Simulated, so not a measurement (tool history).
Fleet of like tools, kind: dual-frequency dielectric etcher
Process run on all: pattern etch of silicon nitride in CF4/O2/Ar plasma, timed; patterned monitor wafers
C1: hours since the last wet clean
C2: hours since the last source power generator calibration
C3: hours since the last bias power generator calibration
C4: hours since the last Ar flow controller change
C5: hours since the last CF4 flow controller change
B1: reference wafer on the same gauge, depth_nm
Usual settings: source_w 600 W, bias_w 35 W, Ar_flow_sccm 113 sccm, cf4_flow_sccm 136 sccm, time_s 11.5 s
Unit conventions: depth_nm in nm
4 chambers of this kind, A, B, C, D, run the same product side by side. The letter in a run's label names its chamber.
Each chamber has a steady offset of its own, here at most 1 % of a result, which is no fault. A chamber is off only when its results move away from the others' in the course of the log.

run 1D hour=4.0 | source_w=600 bias_w=35 Ar_flow_sccm=113 cf4_flow_sccm=136 time_s=11.5 | C1=239.3 C2=1115.4 C3=1658.5 C4=1382.2 C5=1843.5 | B1=21.202 | depth_nm=23.030
run 2B hour=8.6 | source_w=600 bias_w=35 Ar_flow_sccm=113 cf4_flow_sccm=136 time_s=11.5 | C1=201.2 C2=2124.8 C3=554.0 C4=1556.9 C5=869.3 | B1=21.202 | depth_nm=23.219
run 3C hour=13.3 | source_w=600 bias_w=35 Ar_flow_sccm=113 cf4_flow_sccm=136 time_s=11.5 | C1=427.3 C2=3808.9 C3=590.4 C4=1641.0 C5=2832.3 | B1=21.212 | depth_nm=23.114
run 4A hour=17.7 | source_w=600 bias_w=35 Ar_flow_sccm=113 cf4_flow_sccm=136 time_s=11.5 | C1=355.1 C2=1490.5 C3=381.2 C4=1701.2 C5=1161.6 | B1=21.201 | depth_nm=23.012
run 5B hour=23.2 | source_w=600 bias_w=35 Ar_flow_sccm=113 cf4_flow_sccm=136 time_s=11.5 | C1=215.8 C2=2139.4 C3=568.6 C4=1571.5 C5=883.9 | B1=21.191 | depth_nm=22.932
run 6A hour=29.9 | source_w=600 bias_w=35 Ar_flow_sccm=113 cf4_flow_sccm=136 time_s=11.5 | C1=367.3 C2=1502.7 C3=393.4 C4=1713.4 C5=1173.8 | B1=21.190 | depth_nm=23.128
run 7C hour=35.1 | source_w=600 bias_w=35 Ar_flow_sccm=113 cf4_flow_sccm=136 time_s=11.5 | C1=449.1 C2=3830.7 C3=612.2 C4=1662.8 C5=2854.1 | B1=21.200 | depth_nm=23.207
run 8D hour=39.3 | source_w=600 bias_w=35 Ar_flow_sccm=113 cf4_flow_sccm=136 time_s=11.5 | C1=274.6 C2=1150.7 C3=1693.8 C4=1417.5 C5=1878.8 | B1=21.198 | depth_nm=23.028
run 9D hour=46.6 | source_w=600 bias_w=35 Ar_flow_sccm=113 cf4_flow_sccm=136 time_s=11.5 | C1=281.9 C2=1158.0 C3=1701.1 C4=1424.8 C5=1886.1 | B1=21.185 | depth_nm=23.045
run 10C hour=50.6 | source_w=600 bias_w=35 Ar_flow_sccm=113 cf4_flow_sccm=136 time_s=11.5 | C1=464.6 C2=3846.2 C3=627.7 C4=1678.3 C5=2869.6 | B1=21.195 | depth_nm=23.195
run 11A hour=54.9 | source_w=600 bias_w=35 Ar_flow_sccm=113 cf4_flow_sccm=136 time_s=11.5 | C1=392.3 C2=1527.7 C3=418.4 C4=1738.4 C5=1198.8 | B1=21.203 | depth_nm=23.110
run 12B hour=62.7 | source_w=600 bias_w=35 Ar_flow_sccm=113 cf4_flow_sccm=136 time_s=11.5 | C1=255.3 C2=2178.9 C3=608.1 C4=1611.0 C5=923.4 | B1=21.200 | depth_nm=23.039
run 13C hour=67.1 | source_w=600 bias_w=35 Ar_flow_sccm=113 cf4_flow_sccm=136 time_s=11.5 | C1=481.1 C2=3862.7 C3=644.2 C4=1694.8 C5=2886.1 | B1=21.182 | depth_nm=23.083
run 14A hour=71.4 | source_w=600 bias_w=35 Ar_flow_sccm=113 cf4_flow_sccm=136 time_s=11.5 | C1=408.8 C2=1544.2 C3=434.9 C4=1754.9 C5=1215.3 | B1=21.215 | depth_nm=23.150
run 15B hour=77.0 | source_w=600 bias_w=35 Ar_flow_sccm=113 cf4_flow_sccm=136 time_s=11.5 | C1=269.6 C2=2193.2 C3=622.4 C4=1625.3 C5=937.7 | B1=21.198 | depth_nm=22.900
run 16D hour=83.5 | source_w=600 bias_w=35 Ar_flow_sccm=113 cf4_flow_sccm=136 time_s=11.5 | C1=318.8 C2=1194.9 C3=1738.0 C4=1461.7 C5=1923.0 | B1=21.206 | depth_nm=23.055
run 17D hour=88.5 | source_w=600 bias_w=35 Ar_flow_sccm=113 cf4_flow_sccm=136 time_s=11.5 | C1=323.8 C2=1199.9 C3=1743.0 C4=1466.7 C5=1928.0 | B1=21.217 | depth_nm=22.998
run 18A hour=92.8 | source_w=600 bias_w=35 Ar_flow_sccm=113 cf4_flow_sccm=136 time_s=11.5 | C1=430.2 C2=1565.6 C3=456.3 C4=1776.3 C5=1236.7 | B1=21.183 | depth_nm=22.965
-- hour=95.7 chamber C: wet clean of the chamber
run 19C hour=97.2 | source_w=600 bias_w=35 Ar_flow_sccm=113 cf4_flow_sccm=136 time_s=11.5 | C1=1.6 C2=3892.8 C3=674.3 C4=1724.9 C5=2916.2 | B1=21.204 | depth_nm=23.128
run 20B hour=101.2 | source_w=600 bias_w=35 Ar_flow_sccm=113 cf4_flow_sccm=136 time_s=11.5 | C1=293.8 C2=2217.4 C3=646.6 C4=1649.5 C5=961.9 | B1=21.188 | depth_nm=23.028
run 21A hour=107.5 | source_w=600 bias_w=35 Ar_flow_sccm=113 cf4_flow_sccm=136 time_s=11.5 | C1=444.9 C2=1580.3 C3=471.0 C4=1791.0 C5=1251.4 | B1=21.209 | depth_nm=23.044
run 22B hour=114.5 | source_w=600 bias_w=35 Ar_flow_sccm=113 cf4_flow_sccm=136 time_s=11.5 | C1=307.1 C2=2230.7 C3=659.9 C4=1662.8 C5=975.2 | B1=21.194 | depth_nm=23.047
run 23C hour=121.2 | source_w=600 bias_w=35 Ar_flow_sccm=113 cf4_flow_sccm=136 time_s=11.5 | C1=25.6 C2=3916.8 C3=698.3 C4=1748.9 C5=2940.2 | B1=21.194 | depth_nm=23.192
run 24D hour=128.1 | source_w=600 bias_w=35 Ar_flow_sccm=113 cf4_flow_sccm=136 time_s=11.5 | C1=363.4 C2=1239.5 C3=1782.6 C4=1506.3 C5=1967.6 | B1=21.200 | depth_nm=23.032
run 25C hour=133.9 | source_w=600 bias_w=28 Ar_flow_sccm=113 cf4_flow_sccm=136 time_s=11.5 | C1=38.3 C2=3929.5 C3=711.0 C4=1761.6 C5=2952.9 | B1=21.203 | depth_nm=21.673
run 26B hour=139.2 | source_w=600 bias_w=28 Ar_flow_sccm=113 cf4_flow_sccm=136 time_s=11.5 | C1=331.8 C2=2255.4 C3=684.6 C4=1687.5 C5=999.9 | B1=21.200 | depth_nm=21.388
run 27A hour=146.2 | source_w=600 bias_w=28 Ar_flow_sccm=113 cf4_flow_sccm=136 time_s=11.5 | C1=483.6 C2=1619.0 C3=509.7 C4=1829.7 C5=1290.1 | B1=21.204 | depth_nm=21.420
run 28D hour=151.8 | source_w=600 bias_w=28 Ar_flow_sccm=113 cf4_flow_sccm=136 time_s=11.5 | C1=387.1 C2=1263.2 C3=1806.3 C4=1530.0 C5=1991.3 | B1=21.196 | depth_nm=21.418
run 29B hour=157.1 | source_w=600 bias_w=26 Ar_flow_sccm=127 cf4_flow_sccm=136 time_s=11.5 | C1=349.7 C2=2273.3 C3=702.5 C4=1705.4 C5=1017.8 | B1=21.198 | depth_nm=20.674
run 30C hour=161.4 | source_w=600 bias_w=26 Ar_flow_sccm=127 cf4_flow_sccm=136 time_s=11.5 | C1=65.8 C2=3957.0 C3=738.5 C4=1789.1 C5=2980.4 | B1=21.186 | depth_nm=20.799
run 31D hour=166.5 | source_w=600 bias_w=26 Ar_flow_sccm=127 cf4_flow_sccm=136 time_s=11.5 | C1=401.8 C2=1277.9 C3=1821.0 C4=1544.7 C5=2006.0 | B1=21.206 | depth_nm=20.730

Read the log: is a single chamber off, either drifting away or since a service, is the gauge that measures every chamber drifting, or is nothing wrong beyond small per-chamber offsets? Name any odd chamber and what most likely caused it.

No chamber stands off beyond its own small offset, and the gauge holds steady.
